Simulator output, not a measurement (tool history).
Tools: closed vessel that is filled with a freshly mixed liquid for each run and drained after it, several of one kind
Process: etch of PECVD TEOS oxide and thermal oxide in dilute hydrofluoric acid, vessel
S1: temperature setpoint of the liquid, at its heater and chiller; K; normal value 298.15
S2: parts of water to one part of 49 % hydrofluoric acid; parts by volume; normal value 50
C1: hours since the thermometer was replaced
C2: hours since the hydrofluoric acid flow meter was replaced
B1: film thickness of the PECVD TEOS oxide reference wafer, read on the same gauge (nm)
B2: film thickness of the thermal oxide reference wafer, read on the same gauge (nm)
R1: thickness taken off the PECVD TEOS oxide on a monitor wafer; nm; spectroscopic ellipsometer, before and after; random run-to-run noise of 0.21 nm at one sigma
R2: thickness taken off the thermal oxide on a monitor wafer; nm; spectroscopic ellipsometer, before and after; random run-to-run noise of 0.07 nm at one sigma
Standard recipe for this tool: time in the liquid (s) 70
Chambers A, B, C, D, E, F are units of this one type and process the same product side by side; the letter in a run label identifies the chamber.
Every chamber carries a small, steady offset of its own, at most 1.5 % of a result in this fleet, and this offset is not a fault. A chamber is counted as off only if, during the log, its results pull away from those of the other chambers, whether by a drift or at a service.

Run 1E, hour 11.3: usual settings; C1 589.8; C2 234.9; B1 79.991; B2 49.978. Result: R1 37.631 nm, R2 7.5725 nm.
At hour 20.8: chamber D: hydrofluoric acid flow meter replaced.
Run 2D, hour 21.5: usual settings; C1 500.8; C2 0.8; B1 79.976; B2 49.978. Result: R1 37.701 nm, R2 7.3599 nm.
Run 3C, hour 36.2: usual settings; C1 625.4; C2 995.3; B1 79.967; B2 49.975. Result: R1 37.021 nm, R2 7.4945 nm.
Run 4F, hour 48.3: usual settings; C1 1510.2; C2 1428.7; B1 79.976; B2 50.029. Result: R1 38.243 nm, R2 7.4889 nm.
Run 5A, hour 58.7: usual settings; C1 2483.6; C2 168.8; B1 79.962; B2 49.995. Result: R1 37.175 nm, R2 7.479 nm.
Run 6B, hour 69.5: usual settings; C1 1352.2; C2 1746.5; B1 80.054; B2 50.019. Result: R1 38.011 nm, R2 7.3895 nm.
At hour 76.6: chamber A: thermometer replaced.
Run 7B, hour 82: usual settings; C1 1364.7; C2 1759; B1 80.029; B2 50.015. Result: R1 38.261 nm, R2 7.4896 nm.
Run 8A, hour 90.2: usual settings; C1 13.6; C2 200.3; B1 80.037; B2 50.029. Result: R1 37.731 nm, R2 7.4796 nm.
At hour 91: chamber C: hydrofluoric acid flow meter replaced.
Run 9C, hour 102.6: usual settings; C1 691.8; C2 11.6; B1 79.998; B2 50.034. Result: R1 37.364 nm, R2 7.4146 nm.
Run 10E, hour 109.2: usual settings; C1 687.7; C2 332.8; B1 79.961; B2 50.048. Result: R1 37.05 nm, R2 7.6337 nm.
Run 11D, hour 120.9: usual settings; C1 600.2; C2 100.2; B1 79.966; B2 49.978. Result: R1 37.613 nm, R2 7.4379 nm.
Run 12F, hour 135.4: usual settings; C1 1597.3; C2 1515.8; B1 79.986; B2 49.968. Result: R1 38.237 nm, R2 7.4778 nm.
Run 13E, hour 146.6: usual settings; C1 725.1; C2 370.2; B1 80.012; B2 50.013. Result: R1 37.743 nm, R2 7.5289 nm.
Run 14B, hour 153.6: usual settings; C1 1436.3; C2 1830.6; B1 80.035; B2 50.033. Result: R1 38.529 nm, R2 7.4783 nm.
Run 15C, hour 168.2: usual settings; C1 757.4; C2 77.2; B1 79.972; B2 49.985. Result: R1 37.722 nm, R2 7.3639 nm.
Run 16F, hour 180: usual settings but S1 302.15 K, S2 25 parts by volume; C1 1641.9; C2 1560.4; B1 80.002; B2 49.957. Result: R1 92.062 nm, R2 18.182 nm.
At hour 189.7: chamber B: hydrofluoric acid flow meter replaced.
Run 17A, hour 193.9: usual settings but S1 302.15 K, S2 25 parts by volume; C1 117.3; C2 304; B1 80.006; B2 50.031. Result: R1 91.931 nm, R2 18.137 nm.
At hour 194.2: chamber F: hydrofluoric acid flow meter replaced.
Run 18D, hour 206.4: usual settings but S1 302.15 K, S2 25 parts by volume; C1 685.7; C2 185.7; B1 80.003; B2 50.013. Result: R1 90.041 nm, R2 17.827 nm.
Run 19A, hour 216.3: usual settings but S1 302.15 K, S2 25 parts by volume; C1 139.7; C2 326.4; B1 79.976; B2 50.012. Result: R1 92.203 nm, R2 18.256 nm.
Run 20B, hour 223.6: usual settings but S1 302.15 K, S2 25 parts by volume; C1 1506.3; C2 33.9; B1 80.012; B2 49.992. Result: R1 91.851 nm, R2 18.191 nm.
Run 21E, hour 235.4: usual settings but S1 302.15 K, S2 25 parts by volume; C1 813.9; C2 459; B1 79.96; B2 49.997. Result: R1 91.421 nm, R2 18.457 nm.
Run 22D, hour 244.5: usual settings; C1 723.8; C2 223.8; B1 79.953; B2 50.037. Result: R1 37.346 nm, R2 7.5854 nm.
Run 23F, hour 251: usual settings; C1 1712.9; C2 56.9; B1 80.016; B2 50.017. Result: R1 37.584 nm, R2 7.5905 nm.
Run 24C, hour 264.4: usual settings but S1 294.65 K, S2 25 parts by volume; C1 853.6; C2 173.4; B1 80.012; B2 50.024. Result: R1 67.464 nm, R2 13.381 nm.
Run 25F, hour 273.1: usual settings but S1 294.65 K, S2 25 parts by volume; C1 1735; C2 79; B1 80.014; B2 49.99. Result: R1 67.171 nm, R2 12.968 nm.
Run 26A, hour 283.7: usual settings but S1 294.65 K, S2 25 parts by volume; C1 207.1; C2 393.8; B1 79.999; B2 49.965. Result: R1 67.224 nm, R2 13.291 nm.
Run 27B, hour 294.3: usual settings but S1 294.65 K, S2 25 parts by volume; C1 1577; C2 104.6; B1 80.008; B2 50. Result: R1 67.458 nm, R2 13.449 nm.
Run 28D, hour 307.7: usual settings but S1 294.65 K, S2 25 parts by volume; C1 787; C2 287; B1 79.964; B2 50.012. Result: R1 66.31 nm, R2 13.028 nm.
Run 29C, hour 319.5: usual settings but S1 294.65 K, S2 25 parts by volume; C1 908.7; C2 228.5; B1 79.98; B2 50.01. Result: R1 67.512 nm, R2 13.506 nm.
Run 30E, hour 330.4: usual settings; C1 908.9; C2 554; B1 80.004; B2 50.009. Result: R1 37.535 nm, R2 7.6096 nm.
Run 31F, hour 337.4: usual settings; C1 1799.3; C2 143.3; B1 79.968; B2 49.994. Result: R1 38.019 nm, R2 7.3352 nm.
Run 32C, hour 344: usual settings; C1 933.2; C2 253; B1 80; B2 49.948. Result: R1 37.535 nm, R2 7.559 nm.
Run 33D, hour 352.5: usual settings; C1 831.8; C2 331.8; B1 80.006; B2 49.982. Result: R1 38.047 nm, R2 7.4131 nm.
Run 34B, hour 363.6: usual settings; C1 1646.3; C2 173.9; B1 80.007; B2 49.98. Result: R1 38.018 nm, R2 7.5556 nm.
Run 35E, hour 374.6: usual settings; C1 953.1; C2 598.2; B1 80.019; B2 49.991. Result: R1 37.405 nm, R2 7.4285 nm.
Run 36A, hour 387.2: usual settings; C1 310.6; C2 497.3; B1 79.956; B2 49.98. Result: R1 37.661 nm, R2 7.3602 nm.
Run 37D, hour 400.3: usual settings; C1 879.6; C2 379.6; B1 80.042; B2 49.98. Result: R1 38.143 nm, R2 7.3752 nm.
Run 38B, hour 412.3: usual settings; C1 1695; C2 222.6; B1 79.961; B2 50.001. Result: R1 37.991 nm, R2 7.4196 nm.
Run 39E, hour 419.7: usual settings; C1 998.2; C2 643.3; B1 80.02; B2 49.986. Result: R1 36.992 nm, R2 7.4062 nm.
Run 40A, hour 431.3: usual settings; C1 354.7; C2 541.4; B1 80.004; B2 50.005. Result: R1 37.593 nm, R2 7.5504 nm.
Run 41F, hour 440.6: usual settings; C1 1902.5; C2 246.5; B1 79.983; B2 49.963. Result: R1 38.141 nm, R2 7.4378 nm.
Run 42C, hour 454.7: usual settings; C1 1043.9; C2 363.7; B1 80.01; B2 50. Result: R1 37.109 nm, R2 7.4319 nm.
Run 43B, hour 464.3: usual settings; C1 1747; C2 274.6; B1 80.025; B2 49.973. Result: R1 38.349 nm, R2 7.5477 nm.

Does one chamber stand apart from the rest, does the shared gauge drift, or is all well apart from small per-chamber offsets? Give the chamber and the most likely cause, where there is one.

Neither any chamber nor the gauge drifts; the chambers differ only by their own small, steady offsets.
